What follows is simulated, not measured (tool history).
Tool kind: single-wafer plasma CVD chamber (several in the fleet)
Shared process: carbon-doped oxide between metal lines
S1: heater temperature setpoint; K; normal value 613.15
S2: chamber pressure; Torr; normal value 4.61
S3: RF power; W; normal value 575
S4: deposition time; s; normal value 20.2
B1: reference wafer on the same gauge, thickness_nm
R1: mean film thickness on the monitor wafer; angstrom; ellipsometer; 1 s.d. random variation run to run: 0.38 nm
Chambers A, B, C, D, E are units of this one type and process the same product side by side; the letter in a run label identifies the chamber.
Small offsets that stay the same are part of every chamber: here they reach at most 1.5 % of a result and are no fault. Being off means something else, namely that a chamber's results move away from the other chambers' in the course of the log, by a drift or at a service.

run	hour	S1	S2	S3	S4	B1	R1
1C	4.4	613.15	4.61	575	20.2	132.10	1166.8
2B	9.1	613.15	4.61	575	20.2	132.05	1148.8
3D	11.7	613.15	4.61	575	20.2	131.91	1164.5
4E	16.8	613.15	4.61	575	20.2	132.07	1168.7
5A	19.0	613.15	4.61	575	20.2	131.89	1157.1
6D	22.9	613.15	4.61	575	20.2	132.04	1172.8
7A	27.8	604.15	4.61	540	20.2	132.01	1142.0
8E	31.1	604.15	4.61	540	20.2	131.96	1156.4
9C	33.4	604.15	4.61	540	20.2	132.10	1151.9
10B	36.6	604.15	4.61	540	20.2	132.12	1135.1
11C	40.3	604.15	4.61	540	20.2	132.14	1153.8
12A	43.1	613.15	4.61	575	20.2	131.89	1158.6
13B	47.8	613.15	4.61	575	20.2	131.95	1142.9
14D	51.5	613.15	4.61	575	20.2	131.98	1167.3
15E	55.2	613.15	4.61	575	20.2	132.03	1158.2
16C	58.6	613.15	4.61	575	20.2	131.87	1163.8
17D	61.7	613.15	4.61	575	20.2	132.03	1170.0
18B	64.6	613.15	4.61	575	20.2	131.91	1142.0
19E	68.8	613.15	4.61	575	20.2	131.91	1167.5
20A	72.3	613.15	4.61	575	20.2	132.03	1151.0
21D	77.1	613.15	4.61	575	20.2	131.99	1172.6
22A	81.7	613.15	4.61	575	20.2	131.96	1155.5
23C	84.2	613.15	4.61	575	20.2	132.06	1163.7
24B	86.5	613.15	4.61	575	20.2	131.96	1139.4
25E	89.4	613.15	4.61	575	20.2	131.97	1158.3
26D	93.9	613.15	4.61	575	20.2	131.92	1167.3
27B	97.9	613.15	4.61	575	20.2	131.98	1147.6
28C	101.0	613.15	4.61	575	20.2	132.03	1162.9
29A	105.4	613.15	4.61	575	20.2	132.01	1157.4
30E	110.3	613.15	4.61	575	20.2	132.00	1161.8
31C	114.6	613.15	3.87	575	20.2	132.04	1131.8
32B	117.4	613.15	3.87	575	20.2	132.01	1125.1
33E	122.4	613.15	3.87	575	20.2	131.88	1140.1
34A	127.4	613.15	3.87	575	20.2	131.99	1120.6
35D	130.4	613.15	3.87	575	20.2	132.06	1145.4
36E	134.1	613.15	4.61	575	20.2	131.96	1168.6
37B	137.6	613.15	4.61	575	20.2	132.04	1148.3
38C	140.2	613.15	4.61	575	20.2	131.99	1163.8
39D	142.5	613.15	4.61	575	20.2	131.92	1163.9
40A	146.9	613.15	4.61	575	20.2	132.01	1155.8

Does one chamber stand apart from the rest, does the shared gauge drift, or is all well apart from small per-chamber offsets? Give the chamber and the most likely cause, where there is one.

Neither any chamber nor the gauge drifts; the chambers differ only by their own small, steady offsets.
